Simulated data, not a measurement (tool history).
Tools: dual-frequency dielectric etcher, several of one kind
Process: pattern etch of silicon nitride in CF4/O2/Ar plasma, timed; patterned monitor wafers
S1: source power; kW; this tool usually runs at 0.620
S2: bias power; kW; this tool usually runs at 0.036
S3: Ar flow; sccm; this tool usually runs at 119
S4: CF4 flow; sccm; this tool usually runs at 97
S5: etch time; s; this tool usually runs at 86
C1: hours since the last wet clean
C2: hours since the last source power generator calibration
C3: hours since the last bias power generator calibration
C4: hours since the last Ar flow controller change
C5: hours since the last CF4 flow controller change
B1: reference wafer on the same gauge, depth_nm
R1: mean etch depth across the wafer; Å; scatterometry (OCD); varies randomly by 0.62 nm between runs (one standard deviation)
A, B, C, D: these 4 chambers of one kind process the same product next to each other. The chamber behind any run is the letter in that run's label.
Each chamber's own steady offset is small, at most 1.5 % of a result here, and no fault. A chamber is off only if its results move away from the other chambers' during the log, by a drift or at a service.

{"run": "1D", "day": 0.346, "S1": 0.62, "S2": 0.036, "S3": 119, "S4": 97, "S5": 86, "C1": 21.9, "C2": 695.7, "C3": 534.5, "C4": 4770.3, "C5": 267.8, "B1": 198.96, "R1": 1734.8}
{"run": "2B", "day": 0.588, "S1": 0.62, "S2": 0.036, "S3": 119, "S4": 97, "S5": 86, "C1": 335.2, "C2": 1834.1, "C3": 1526.7, "C4": 583.1, "C5": 592.5, "B1": 198.75, "R1": 1710.2}
{"run": "3C", "day": 0.854, "S1": 0.62, "S2": 0.036, "S3": 119, "S4": 97, "S5": 86, "C1": 234.2, "C2": 1216.4, "C3": 2459.0, "C4": 626.8, "C5": 3625.9, "B1": 199.06, "R1": 1714.4}
{"run": "4A", "day": 1.279, "S1": 0.62, "S2": 0.036, "S3": 119, "S4": 97, "S5": 86, "C1": 260.0, "C2": 4149.4, "C3": 3149.2, "C4": 811.7, "C5": 734.2, "B1": 198.83, "R1": 1697.2}
{"run": "5C", "day": 1.667, "S1": 0.62, "S2": 0.036, "S3": 119, "S4": 97, "S5": 86, "C1": 253.7, "C2": 1235.9, "C3": 2478.5, "C4": 646.3, "C5": 3645.4, "B1": 198.88, "R1": 1714.5}
{"day": 1.821, "done": "chamber B: wet clean of the chamber"}
{"run": "6D", "day": 1.996, "S1": 0.62, "S2": 0.036, "S3": 119, "S4": 97, "S5": 86, "C1": 61.5, "C2": 735.3, "C3": 574.1, "C4": 4809.9, "C5": 307.4, "B1": 199.07, "R1": 1722.5}
{"run": "7A", "day": 2.346, "S1": 0.62, "S2": 0.036, "S3": 119, "S4": 97, "S5": 86, "C1": 285.6, "C2": 4175.0, "C3": 3174.8, "C4": 837.3, "C5": 759.8, "B1": 199.26, "R1": 1695.0}
{"run": "8B", "day": 2.746, "S1": 0.47, "S2": 0.036, "S3": 119, "S4": 97, "S5": 86, "C1": 22.2, "C2": 1885.9, "C3": 1578.5, "C4": 634.9, "C5": 644.3, "B1": 199.0, "R1": 1331.1}
{"run": "9C", "day": 2.979, "S1": 0.47, "S2": 0.036, "S3": 119, "S4": 97, "S5": 86, "C1": 285.2, "C2": 1267.4, "C3": 2510.0, "C4": 677.8, "C5": 3676.9, "B1": 198.95, "R1": 1343.9}
{"day": 3.246, "done": "chamber A: source power generator calibrated"}
{"run": "10D", "day": 3.412, "S1": 0.47, "S2": 0.036, "S3": 119, "S4": 97, "S5": 86, "C1": 95.5, "C2": 769.3, "C3": 608.1, "C4": 4843.9, "C5": 341.4, "B1": 199.06, "R1": 1344.5}
{"run": "11A", "day": 3.662, "S1": 0.47, "S2": 0.036, "S3": 119, "S4": 97, "S5": 86, "C1": 317.2, "C2": 10.0, "C3": 3206.4, "C4": 868.9, "C5": 791.4, "B1": 199.19, "R1": 1331.4}
{"run": "12B", "day": 3.996, "S1": 0.62, "S2": 0.036, "S3": 119, "S4": 97, "S5": 86, "C1": 52.2, "C2": 1915.9, "C3": 1608.5, "C4": 664.9, "C5": 674.3, "B1": 198.89, "R1": 1707.9}
{"run": "13D", "day": 4.346, "S1": 0.62, "S2": 0.036, "S3": 119, "S4": 97, "S5": 86, "C1": 117.9, "C2": 791.7, "C3": 630.5, "C4": 4866.3, "C5": 363.8, "B1": 199.15, "R1": 1710.4}
{"run": "14A", "day": 4.708, "S1": 0.62, "S2": 0.036, "S3": 119, "S4": 97, "S5": 86, "C1": 342.3, "C2": 35.1, "C3": 3231.5, "C4": 894.0, "C5": 816.5, "B1": 198.73, "R1": 1693.7}
{"run": "15B", "day": 5.05, "S1": 0.62, "S2": 0.036, "S3": 119, "S4": 97, "S5": 86, "C1": 77.5, "C2": 1941.2, "C3": 1633.8, "C4": 690.2, "C5": 699.6, "B1": 198.97, "R1": 1700.2}
{"run": "16C", "day": 5.279, "S1": 0.62, "S2": 0.036, "S3": 119, "S4": 97, "S5": 86, "C1": 340.4, "C2": 1322.6, "C3": 2565.2, "C4": 733.0, "C5": 3732.1, "B1": 199.03, "R1": 1719.0}
{"run": "17D", "day": 5.654, "S1": 0.62, "S2": 0.036, "S3": 119, "S4": 97, "S5": 86, "C1": 149.3, "C2": 823.1, "C3": 661.9, "C4": 4897.7, "C5": 395.2, "B1": 198.95, "R1": 1722.9}
{"day": 5.842, "done": "chamber A: bias power generator calibrated"}
{"run": "18C", "day": 5.95, "S1": 0.62, "S2": 0.036, "S3": 119, "S4": 97, "S5": 86, "C1": 356.5, "C2": 1338.7, "C3": 2581.3, "C4": 749.1, "C5": 3748.2, "B1": 198.9, "R1": 1722.3}
{"run": "19A", "day": 6.258, "S1": 0.62, "S2": 0.036, "S3": 119, "S4": 97, "S5": 86, "C1": 379.5, "C2": 72.3, "C3": 10.0, "C4": 931.2, "C5": 853.7, "B1": 199.07, "R1": 1700.1}
{"run": "20B", "day": 6.462, "S1": 0.62, "S2": 0.036, "S3": 119, "S4": 97, "S5": 86, "C1": 111.4, "C2": 1975.1, "C3": 1667.7, "C4": 724.1, "C5": 733.5, "B1": 198.89, "R1": 1700.3}
{"run": "21C", "day": 6.725, "S1": 0.62, "S2": 0.036, "S3": 119, "S4": 97, "S5": 86, "C1": 375.1, "C2": 1357.3, "C3": 2599.9, "C4": 767.7, "C5": 3766.8, "B1": 199.01, "R1": 1718.7}
{"run": "22D", "day": 7.15, "S1": 0.62, "S2": 0.036, "S3": 119, "S4": 97, "S5": 86, "C1": 185.2, "C2": 859.0, "C3": 697.8, "C4": 4933.6, "C5": 431.1, "B1": 198.93, "R1": 1715.8}
{"run": "23A", "day": 7.454, "S1": 0.62, "S2": 0.036, "S3": 119, "S4": 97, "S5": 86, "C1": 408.2, "C2": 101.0, "C3": 38.7, "C4": 959.9, "C5": 882.4, "B1": 198.98, "R1": 1701.3}
{"day": 7.508, "done": "chamber A: wet clean of the chamber"}
{"run": "24B", "day": 7.738, "S1": 0.62, "S2": 0.036, "S3": 119, "S4": 97, "S5": 86, "C1": 142.0, "C2": 2005.7, "C3": 1698.3, "C4": 754.7, "C5": 764.1, "B1": 199.08, "R1": 1707.3}
{"run": "25B", "day": 8.054, "S1": 0.62, "S2": 0.036, "S3": 119, "S4": 97, "S5": 86, "C1": 149.6, "C2": 2013.3, "C3": 1705.9, "C4": 762.3, "C5": 771.7, "B1": 199.0, "R1": 1710.4}
{"run": "26C", "day": 8.492, "S1": 0.62, "S2": 0.036, "S3": 119, "S4": 97, "S5": 86, "C1": 417.5, "C2": 1399.7, "C3": 2642.3, "C4": 810.1, "C5": 3809.2, "B1": 199.0, "R1": 1721.4}
{"run": "27D", "day": 8.958, "S1": 0.62, "S2": 0.036, "S3": 119, "S4": 97, "S5": 86, "C1": 228.6, "C2": 902.4, "C3": 741.2, "C4": 4977.0, "C5": 474.5, "B1": 199.02, "R1": 1730.3}
{"run": "28A", "day": 9.354, "S1": 0.62, "S2": 0.036, "S3": 119, "S4": 97, "S5": 86, "C1": 44.3, "C2": 146.6, "C3": 84.3, "C4": 1005.5, "C5": 928.0, "B1": 199.0, "R1": 1701.3}
{"run": "29A", "day": 9.829, "S1": 0.62, "S2": 0.036, "S3": 119, "S4": 97, "S5": 86, "C1": 55.7, "C2": 158.0, "C3": 95.7, "C4": 1016.9, "C5": 939.4, "B1": 199.1, "R1": 1702.4}
{"run": "30C", "day": 10.229, "S1": 0.62, "S2": 0.036, "S3": 119, "S4": 97, "S5": 86, "C1": 459.2, "C2": 1441.4, "C3": 2684.0, "C4": 851.8, "C5": 3850.9, "B1": 198.86, "R1": 1706.9}
{"run": "31B", "day": 10.708, "S1": 0.69, "S2": 0.036, "S3": 119, "S4": 97, "S5": 86, "C1": 213.3, "C2": 2077.0, "C3": 1769.6, "C4": 826.0, "C5": 835.4, "B1": 199.08, "R1": 1873.2}
{"run": "32D", "day": 11.058, "S1": 0.69, "S2": 0.036, "S3": 119, "S4": 97, "S5": 86, "C1": 279.0, "C2": 952.8, "C3": 791.6, "C4": 5027.4, "C5": 524.9, "B1": 198.9, "R1": 1889.6}
{"run": "33B", "day": 11.362, "S1": 0.69, "S2": 0.036, "S3": 119, "S4": 97, "S5": 86, "C1": 229.0, "C2": 2092.7, "C3": 1785.3, "C4": 841.7, "C5": 851.1, "B1": 198.97, "R1": 1874.2}
{"run": "34D", "day": 11.812, "S1": 0.69, "S2": 0.036, "S3": 119, "S4": 97, "S5": 86, "C1": 297.1, "C2": 970.9, "C3": 809.7, "C4": 5045.5, "C5": 543.0, "B1": 198.84, "R1": 1894.4}

Read the log: is a single chamber off, either drifting away or since a service, is the gauge that measures every chamber drifting, or is nothing wrong beyond small per-chamber offsets? Name any odd chamber and what most likely caused it.

All chambers stay in line apart from their small fixed offsets, and the gauge does not drift.

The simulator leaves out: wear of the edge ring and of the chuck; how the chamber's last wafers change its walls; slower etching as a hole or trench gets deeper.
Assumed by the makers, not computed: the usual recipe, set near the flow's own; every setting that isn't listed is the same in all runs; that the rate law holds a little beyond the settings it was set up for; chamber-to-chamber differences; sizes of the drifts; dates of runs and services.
